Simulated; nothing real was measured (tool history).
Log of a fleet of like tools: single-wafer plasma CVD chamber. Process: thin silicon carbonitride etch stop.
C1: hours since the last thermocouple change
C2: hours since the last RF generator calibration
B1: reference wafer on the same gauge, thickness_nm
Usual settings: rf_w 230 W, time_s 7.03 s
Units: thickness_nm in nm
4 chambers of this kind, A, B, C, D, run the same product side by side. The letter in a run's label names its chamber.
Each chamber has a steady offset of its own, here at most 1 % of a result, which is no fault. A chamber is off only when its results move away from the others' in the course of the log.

Run 1B, hour 11.6: usual settings; C1 1982.0; C2 1884.1; B1 4.2800. Result: thickness_nm 4.1853 nm.
Run 2D, hour 19.6: usual settings; C1 993.7; C2 1476.8; B1 4.2798. Result: thickness_nm 4.1654 nm.
Run 3C, hour 26.9: usual settings; C1 668.1; C2 470.2; B1 4.2807. Result: thickness_nm 4.2052 nm.
Run 4A, hour 39.6: usual settings; C1 1299.5; C2 1093.3; B1 4.2801. Result: thickness_nm 4.1977 nm.
Run 5B, hour 53.6: usual settings; C1 2024.0; C2 1926.1; B1 4.2794. Result: thickness_nm 4.1614 nm.
Run 6C, hour 68.1: usual settings; C1 709.3; C2 511.4; B1 4.2787. Result: thickness_nm 4.2308 nm.
Run 7D, hour 77.5: usual settings; C1 1051.6; C2 1534.7; B1 4.2816. Result: thickness_nm 4.1545 nm.
Run 8A, hour 88.2: usual settings; C1 1348.1; C2 1141.9; B1 4.2839. Result: thickness_nm 4.1912 nm.
Run 9D, hour 102.4: usual settings; C1 1076.5; C2 1559.6; B1 4.2809. Result: thickness_nm 4.1745 nm.
Run 10A, hour 112.8: usual settings; C1 1372.7; C2 1166.5; B1 4.2766. Result: thickness_nm 4.1917 nm.
Run 11C, hour 120.0: usual settings; C1 761.2; C2 563.3; B1 4.2807. Result: thickness_nm 4.2021 nm.
Run 12B, hour 132.6: usual settings; C1 2103.0; C2 2005.1; B1 4.2795. Result: thickness_nm 4.1690 nm.
Run 13B, hour 140.1: usual settings; C1 2110.5; C2 2012.6; B1 4.2812. Result: thickness_nm 4.1709 nm.
Run 14A, hour 150.3: usual settings; C1 1410.2; C2 1204.0; B1 4.2786. Result: thickness_nm 4.1779 nm.
Run 15C, hour 159.0: usual settings but rf_w 200 W; C1 800.2; C2 602.3; B1 4.2804. Result: thickness_nm 4.0414 nm.
Run 16D, hour 170.5: usual settings but rf_w 200 W; C1 1144.6; C2 1627.7; B1 4.2799. Result: thickness_nm 3.9922 nm.
Run 17A, hour 178.4: usual settings but rf_w 200 W; C1 1438.3; C2 1232.1; B1 4.2801. Result: thickness_nm 4.0266 nm.
At hour 183.1: chamber D: thermocouple changed; heater temperature recalibrated.
Run 18C, hour 188.7: usual settings but rf_w 200 W; C1 829.9; C2 632.0; B1 4.2798. Result: thickness_nm 4.0329 nm.
Run 19D, hour 197.2: usual settings but rf_w 270 W; C1 14.1; C2 1654.4; B1 4.2810. Result: thickness_nm 4.3719 nm.
Run 20B, hour 208.4: usual settings but rf_w 270 W; C1 2178.8; C2 2080.9; B1 4.2802. Result: thickness_nm 4.3836 nm.
Run 21D, hour 216.8: usual settings but rf_w 270 W; C1 33.7; C2 1674.0; B1 4.2811. Result: thickness_nm 4.3741 nm.
Run 22C, hour 231.1: usual settings but rf_w 270 W; C1 872.3; C2 674.4; B1 4.2810. Result: thickness_nm 4.4395 nm.
Run 23A, hour 240.6: usual settings; C1 1500.5; C2 1294.3; B1 4.2807. Result: thickness_nm 4.1935 nm.
Run 24B, hour 252.9: usual settings; C1 2223.3; C2 2125.4; B1 4.2778. Result: thickness_nm 4.1691 nm.
At hour 253.1: chamber A: thermocouple changed; heater temperature recalibrated.
Run 25D, hour 264.2: usual settings; C1 81.1; C2 1721.4; B1 4.2792. Result: thickness_nm 4.1668 nm.
Run 26A, hour 277.4: usual settings; C1 24.3; C2 1331.1; B1 4.2783. Result: thickness_nm 4.2021 nm.
Run 27B, hour 291.9: usual settings; C1 2262.3; C2 2164.4; B1 4.2780. Result: thickness_nm 4.1636 nm.
Run 28C, hour 304.5: usual settings but time_s 7.95 s; C1 945.7; C2 747.8; B1 4.2799. Result: thickness_nm 4.7794 nm.

Next, every chamber runs the same settings. What will each give?
Run 29A, hour 315.0: usual settings. Result: thickness_nm ?.
Run 29B, hour 315.0: usual settings. Result: thickness_nm ?.
Run 29C, hour 315.0: usual settings. Result: thickness_nm ?.
Run 29D, hour 315.0: usual settings. Result: thickness_nm ?.

run  thickness_nm
29A        4.2108
29B        4.1733
29C        4.2256
29D        4.1605
